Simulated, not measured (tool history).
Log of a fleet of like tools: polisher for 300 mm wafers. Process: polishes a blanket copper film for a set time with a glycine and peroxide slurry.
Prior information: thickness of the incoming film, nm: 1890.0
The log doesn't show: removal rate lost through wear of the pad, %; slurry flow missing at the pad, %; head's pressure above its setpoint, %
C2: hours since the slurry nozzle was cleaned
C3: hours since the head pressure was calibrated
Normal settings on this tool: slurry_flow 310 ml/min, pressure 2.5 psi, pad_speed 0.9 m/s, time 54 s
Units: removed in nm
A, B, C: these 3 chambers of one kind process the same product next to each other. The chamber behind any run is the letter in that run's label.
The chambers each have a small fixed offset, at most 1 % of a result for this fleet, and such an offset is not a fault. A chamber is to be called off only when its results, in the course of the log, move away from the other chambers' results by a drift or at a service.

{"run": "1C", "hour": 3.0, "slurry_flow": 310, "pressure": 2.5, "pad_speed": 0.9, "time": 54, "wafers polished on this pad": 515, "C2": 542.9, "C3": 245.4, "removed": 280.03}
{"run": "2B", "hour": 7.0, "slurry_flow": 310, "pressure": 2.5, "pad_speed": 0.9, "time": 54, "wafers polished on this pad": 157, "C2": 303.7, "C3": 145.1, "removed": 280.47}
{"run": "3A", "hour": 9.9, "slurry_flow": 310, "pressure": 2.5, "pad_speed": 0.9, "time": 54, "wafers polished on this pad": 925, "C2": 395.4, "C3": 238.6, "removed": 278.85}
{"run": "4C", "hour": 14.5, "slurry_flow": 310, "pressure": 2.5, "pad_speed": 0.9, "time": 54, "wafers polished on this pad": 632, "C2": 554.4, "C3": 256.9, "removed": 283.41}
{"run": "5A", "hour": 18.4, "slurry_flow": 380, "pressure": 2.5, "pad_speed": 0.9, "time": 54, "wafers polished on this pad": 1011, "C2": 403.9, "C3": 247.1, "removed": 292.19}
{"run": "6B", "hour": 22.7, "slurry_flow": 380, "pressure": 2.5, "pad_speed": 0.9, "time": 54, "wafers polished on this pad": 317, "C2": 319.4, "C3": 160.8, "removed": 290.21}
{"run": "7A", "hour": 27.6, "slurry_flow": 380, "pressure": 2.5, "pad_speed": 0.9, "time": 54, "wafers polished on this pad": 1105, "C2": 413.1, "C3": 256.3, "removed": 290.28}
{"run": "8C", "hour": 30.6, "slurry_flow": 310, "pressure": 2.5, "pad_speed": 0.9, "time": 54, "wafers polished on this pad": 796, "C2": 570.5, "C3": 273, "removed": 284}
{"run": "9B", "hour": 35.7, "slurry_flow": 310, "pressure": 2.5, "pad_speed": 0.9, "time": 54, "wafers polished on this pad": 450, "C2": 332.4, "C3": 173.8, "removed": 289.78}
{"run": "10C", "hour": 38.7, "slurry_flow": 310, "pressure": 2.5, "pad_speed": 0.9, "time": 54, "wafers polished on this pad": 879, "C2": 578.6, "C3": 281.1, "removed": 287.82}
{"run": "11A", "hour": 41.7, "slurry_flow": 265, "pressure": 2.5, "pad_speed": 0.9, "time": 54, "wafers polished on this pad": 1249, "C2": 427.2, "C3": 270.4, "removed": 289.02}
{"hour": 44.0, "done": "chamber B: slurry nozzle cleaned"}
{"run": "12B", "hour": 45.5, "slurry_flow": 265, "pressure": 2.5, "pad_speed": 0.9, "time": 54, "wafers polished on this pad": 550, "C2": 1.6, "C3": 183.6, "removed": 287.17}
{"run": "13A", "hour": 50.1, "slurry_flow": 265, "pressure": 2.5, "pad_speed": 0.9, "time": 54, "wafers polished on this pad": 1335, "C2": 435.6, "C3": 278.8, "removed": 276.17}
{"hour": 54.2, "done": "chamber C: worn pad replaced by a new one"}
{"run": "14C", "hour": 54.6, "slurry_flow": 310, "pressure": 2.5, "pad_speed": 0.9, "time": 54, "wafers polished on this pad": 4, "C2": 594.5, "C3": 297, "removed": 278.79}
{"run": "15B", "hour": 59.2, "slurry_flow": 310, "pressure": 2.5, "pad_speed": 0.9, "time": 54, "wafers polished on this pad": 689, "C2": 15.3, "C3": 197.3, "removed": 283.15}
{"run": "16B", "hour": 64.0, "slurry_flow": 310, "pressure": 2.5, "pad_speed": 0.9, "time": 54, "wafers polished on this pad": 738, "C2": 20.1, "C3": 202.1, "removed": 280.52}
{"hour": 68.3, "done": "chamber C: head pressure recalibrated"}
{"run": "17C", "hour": 68.5, "slurry_flow": 310, "pressure": 2.5, "pad_speed": 0.9, "time": 54, "wafers polished on this pad": 146, "C2": 608.4, "C3": 0.3, "removed": 286.51}
{"run": "18A", "hour": 71.0, "slurry_flow": 310, "pressure": 2.5, "pad_speed": 0.9, "time": 54, "wafers polished on this pad": 1548, "C2": 456.5, "C3": 299.7, "removed": 280.84}
{"hour": 71.5, "done": "chamber B: worn pad replaced by a new one"}
{"hour": 71.5, "done": "chamber A: worn pad replaced by a new one"}
{"run": "19B", "hour": 76.2, "slurry_flow": 310, "pressure": 2.5, "pad_speed": 0.9, "time": 54, "wafers polished on this pad": 48, "C2": 32.3, "C3": 214.3, "removed": 292.59}
{"run": "20C", "hour": 79.8, "slurry_flow": 310, "pressure": 2.5, "pad_speed": 0.9, "time": 54, "wafers polished on this pad": 261, "C2": 619.7, "C3": 11.6, "removed": 281.35}
{"run": "21A", "hour": 84.9, "slurry_flow": 310, "pressure": 2.5, "pad_speed": 0.9, "time": 54, "wafers polished on this pad": 137, "C2": 470.4, "C3": 313.6, "removed": 285.54}
{"run": "22C", "hour": 90.1, "slurry_flow": 310, "pressure": 2.5, "pad_speed": 0.9, "time": 54, "wafers polished on this pad": 366, "C2": 630, "C3": 21.9, "removed": 283.44}
{"run": "23A", "hour": 93.1, "slurry_flow": 310, "pressure": 3.1, "pad_speed": 0.9, "time": 61, "wafers polished on this pad": 221, "C2": 478.6, "C3": 321.8, "removed": 376.45}
{"run": "24B", "hour": 98.2, "slurry_flow": 310, "pressure": 3.1, "pad_speed": 0.9, "time": 61, "wafers polished on this pad": 272, "C2": 54.3, "C3": 236.3, "removed": 388.59}
{"run": "25C", "hour": 102.5, "slurry_flow": 310, "pressure": 3.1, "pad_speed": 0.9, "time": 61, "wafers polished on this pad": 492, "C2": 642.4, "C3": 34.3, "removed": 373.66}
{"run": "26B", "hour": 105.6, "slurry_flow": 310, "pressure": 2.5, "pad_speed": 0.9, "time": 54, "wafers polished on this pad": 348, "C2": 61.7, "C3": 243.7, "removed": 286.62}
{"run": "27A", "hour": 108.3, "slurry_flow": 310, "pressure": 2.5, "pad_speed": 0.9, "time": 54, "wafers polished on this pad": 376, "C2": 493.8, "C3": 337, "removed": 285.03}
{"run": "28A", "hour": 113.5, "slurry_flow": 310, "pressure": 2.5, "pad_speed": 0.9, "time": 54, "wafers polished on this pad": 429, "C2": 499, "C3": 342.2, "removed": 285.87}
{"hour": 115.2, "done": "chamber A: head pressure recalibrated"}
{"run": "29B", "hour": 116.3, "slurry_flow": 310, "pressure": 2.5, "pad_speed": 0.9, "time": 54, "wafers polished on this pad": 457, "C2": 72.4, "C3": 254.4, "removed": 281.79}
{"run": "30C", "hour": 119.3, "slurry_flow": 310, "pressure": 2.5, "pad_speed": 0.9, "time": 54, "wafers polished on this pad": 664, "C2": 659.2, "C3": 51.1, "removed": 288.59}
{"run": "31C", "hour": 123.0, "slurry_flow": 310, "pressure": 2.5, "pad_speed": 0.9, "time": 54, "wafers polished on this pad": 702, "C2": 662.9, "C3": 54.8, "removed": 292.58}
{"run": "32B", "hour": 125.8, "slurry_flow": 310, "pressure": 2.5, "pad_speed": 0.9, "time": 54, "wafers polished on this pad": 554, "C2": 81.9, "C3": 263.9, "removed": 286.71}
{"run": "33A", "hour": 130.8, "slurry_flow": 310, "pressure": 2.5, "pad_speed": 0.9, "time": 54, "wafers polished on this pad": 605, "C2": 516.3, "C3": 15.7, "removed": 283.67}
{"run": "34A", "hour": 135.8, "slurry_flow": 310, "pressure": 2.5, "pad_speed": 0.9, "time": 54, "wafers polished on this pad": 657, "C2": 521.3, "C3": 20.7, "removed": 283.85}
{"run": "35C", "hour": 139.1, "slurry_flow": 310, "pressure": 2.5, "pad_speed": 0.9, "time": 54, "wafers polished on this pad": 866, "C2": 679, "C3": 70.9, "removed": 287.21}
{"run": "36B", "hour": 143.2, "slurry_flow": 310, "pressure": 2.5, "pad_speed": 0.9, "time": 54, "wafers polished on this pad": 731, "C2": 99.3, "C3": 281.3, "removed": 285.69}
{"run": "37A", "hour": 145.7, "slurry_flow": 310, "pressure": 2.5, "pad_speed": 0.9, "time": 54, "wafers polished on this pad": 758, "C2": 531.2, "C3": 30.6, "removed": 289.06}

Each of the 3 chambers runs these same settings next. Fill in every chamber's results:
{"run": "38A", "hour": 149.5, "slurry_flow": 310, "pressure": 2.1, "pad_speed": 0.9, "time": 54, "removed": "?"}
{"run": "38B", "hour": 149.5, "slurry_flow": 310, "pressure": 2.1, "pad_speed": 0.9, "time": 54, "removed": "?"}
{"run": "38C", "hour": 149.5, "slurry_flow": 310, "pressure": 2.1, "pad_speed": 0.9, "time": 54, "removed": "?"}

run=38A removed=245.91
run=38B removed=254.7
run=38C removed=249.84

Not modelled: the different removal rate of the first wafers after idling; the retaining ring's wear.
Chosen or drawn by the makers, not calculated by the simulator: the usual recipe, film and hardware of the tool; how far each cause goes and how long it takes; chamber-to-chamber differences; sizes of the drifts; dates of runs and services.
